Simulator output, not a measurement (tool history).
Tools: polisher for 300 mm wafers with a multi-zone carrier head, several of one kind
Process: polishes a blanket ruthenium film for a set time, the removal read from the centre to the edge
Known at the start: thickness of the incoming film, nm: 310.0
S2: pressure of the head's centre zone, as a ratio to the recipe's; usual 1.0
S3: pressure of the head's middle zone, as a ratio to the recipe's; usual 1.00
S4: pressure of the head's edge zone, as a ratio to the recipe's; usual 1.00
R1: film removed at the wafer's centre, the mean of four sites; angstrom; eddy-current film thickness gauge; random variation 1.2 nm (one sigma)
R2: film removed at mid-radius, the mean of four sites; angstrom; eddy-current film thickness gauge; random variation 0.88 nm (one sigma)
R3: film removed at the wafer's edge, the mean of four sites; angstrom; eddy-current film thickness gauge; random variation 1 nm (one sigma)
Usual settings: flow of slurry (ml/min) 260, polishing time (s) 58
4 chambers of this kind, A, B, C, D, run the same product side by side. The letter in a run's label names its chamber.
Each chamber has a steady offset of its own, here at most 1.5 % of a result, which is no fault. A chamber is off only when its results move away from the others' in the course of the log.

Run 1C, hour 3.3: usual settings. Result: R1 1237.0 angstrom, R2 1228.8 angstrom, R3 1247.1 angstrom.
Run 2A, hour 7.4: usual settings. Result: R1 1226.7 angstrom, R2 1251.1 angstrom, R3 1264.1 angstrom.
At hour 9.6: chamber A: worn pad replaced by a new one.
Run 3D, hour 11.1: usual settings. Result: R1 1240.0 angstrom, R2 1234.4 angstrom, R3 1212.5 angstrom.
Run 4B, hour 15.5: usual settings. Result: R1 1234.1 angstrom, R2 1247.6 angstrom, R3 1208.0 angstrom.
At hour 16.7: chamber D: worn pad replaced by a new one.
Run 5A, hour 20.2: usual settings. Result: R1 1216.7 angstrom, R2 1227.4 angstrom, R3 1256.8 angstrom.
Run 6C, hour 24.9: usual settings. Result: R1 1238.7 angstrom, R2 1232.8 angstrom, R3 1222.3 angstrom.
Run 7D, hour 27.5: usual settings. Result: R1 1222.4 angstrom, R2 1231.6 angstrom, R3 1228.4 angstrom.
Run 8B, hour 32.6: usual settings. Result: R1 1240.4 angstrom, R2 1236.9 angstrom, R3 1212.5 angstrom.
Run 9A, hour 37.6: usual settings. Result: R1 1217.6 angstrom, R2 1232.7 angstrom, R3 1245.5 angstrom.
Run 10C, hour 41.9: usual settings. Result: R1 1246.9 angstrom, R2 1241.3 angstrom, R3 1235.8 angstrom.
Run 11B, hour 44.5: usual settings but S4 1.06. Result: R1 1236.3 angstrom, R2 1232.0 angstrom, R3 1267.6 angstrom.
Run 12D, hour 48.6: usual settings but S4 1.06. Result: R1 1230.4 angstrom, R2 1215.7 angstrom, R3 1243.6 angstrom.
Run 13C, hour 50.9: usual settings but S4 1.06. Result: R1 1229.5 angstrom, R2 1241.3 angstrom, R3 1278.5 angstrom.
Run 14D, hour 53.7: usual settings but S4 1.06. Result: R1 1201.7 angstrom, R2 1201.6 angstrom, R3 1270.8 angstrom.
Run 15B, hour 57.1: usual settings. Result: R1 1225.3 angstrom, R2 1221.1 angstrom, R3 1215.4 angstrom.
At hour 57.7: chamber A: worn pad replaced by a new one.
At hour 60.9: chamber A: edge zone pressure recalibrated.
Run 16A, hour 61.8: usual settings. Result: R1 1219.1 angstrom, R2 1249.5 angstrom, R3 1249.9 angstrom.
At hour 64.5: chamber B: worn pad replaced by a new one.
Run 17B, hour 66.1: usual settings. Result: R1 1220.9 angstrom, R2 1228.4 angstrom, R3 1226.8 angstrom.
At hour 67.9: chamber C: worn pad replaced by a new one.
Run 18A, hour 70.2: usual settings but S3 1.08. Result: R1 1230.1 angstrom, R2 1340.2 angstrom, R3 1256.4 angstrom.
Run 19C, hour 74.9: usual settings but S3 1.08. Result: R1 1242.6 angstrom, R2 1339.8 angstrom, R3 1242.8 angstrom.
Run 20D, hour 79.7: usual settings but S3 1.08. Result: R1 1170.7 angstrom, R2 1279.2 angstrom, R3 1208.3 angstrom.
At hour 80.8: chamber D: worn pad replaced by a new one.
Run 21B, hour 82.2: usual settings but S3 1.08. Result: R1 1219.9 angstrom, R2 1310.4 angstrom, R3 1227.3 angstrom.
Run 22D, hour 86.1: usual settings. Result: R1 1181.1 angstrom, R2 1173.8 angstrom, R3 1192.1 angstrom.
Run 23A, hour 90.7: usual settings but S2 1.1, S3 1.08. Result: R1 1369.0 angstrom, R2 1340.9 angstrom, R3 1253.5 angstrom.
Run 24C, hour 93.5: usual settings but S2 1.1, S3 1.08. Result: R1 1379.1 angstrom, R2 1318.0 angstrom, R3 1229.2 angstrom.
Run 25D, hour 97.7: usual settings but S2 1.1, S3 1.08. Result: R1 1295.2 angstrom, R2 1272.7 angstrom, R3 1192.6 angstrom.
Run 26A, hour 100.8: usual settings but S2 1.1, S3 1.08. Result: R1 1349.9 angstrom, R2 1339.6 angstrom, R3 1253.5 angstrom.
Run 27C, hour 105.5: usual settings. Result: R1 1240.6 angstrom, R2 1247.0 angstrom, R3 1246.3 angstrom.
At hour 106.9: chamber A: worn pad replaced by a new one.
Run 28B, hour 110.1: usual settings. Result: R1 1243.2 angstrom, R2 1221.7 angstrom, R3 1223.6 angstrom.
Run 29A, hour 112.7: usual settings but S3 0.93, polishing time (s) 71. Result: R1 1503.7 angstrom, R2 1411.9 angstrom, R3 1511.7 angstrom.
At hour 114.6: chamber B: slurry nozzle cleaned.
Run 30D, hour 115.3: usual settings but S3 0.93, polishing time (s) 71. Result: R1 1387.1 angstrom, R2 1332.8 angstrom, R3 1429.2 angstrom.
Run 31C, hour 119.8: usual settings but S3 0.93, polishing time (s) 71. Result: R1 1519.6 angstrom, R2 1427.2 angstrom, R3 1500.3 angstrom.
Run 32B, hour 123.0: usual settings but S3 0.93, polishing time (s) 71. Result: R1 1506.8 angstrom, R2 1415.5 angstrom, R3 1495.0 angstrom.

Next, every chamber runs the same settings. What will each give?
Run 33A, hour 126.7: usual settings. Result: R1 ?, R2 ?, R3 ?.
Run 33B, hour 126.7: usual settings. Result: R1 ?, R2 ?, R3 ?.
Run 33C, hour 126.7: usual settings. Result: R1 ?, R2 ?, R3 ?.
Run 33D, hour 126.7: usual settings. Result: R1 ?, R2 ?, R3 ?.

run      R1      R2      R3
33A  1214.8  1235.7  1242.3
33B  1223.8  1227.4  1238.1
33C  1268.4  1227.3  1245.3
33D  1135.1  1157.3  1164.0
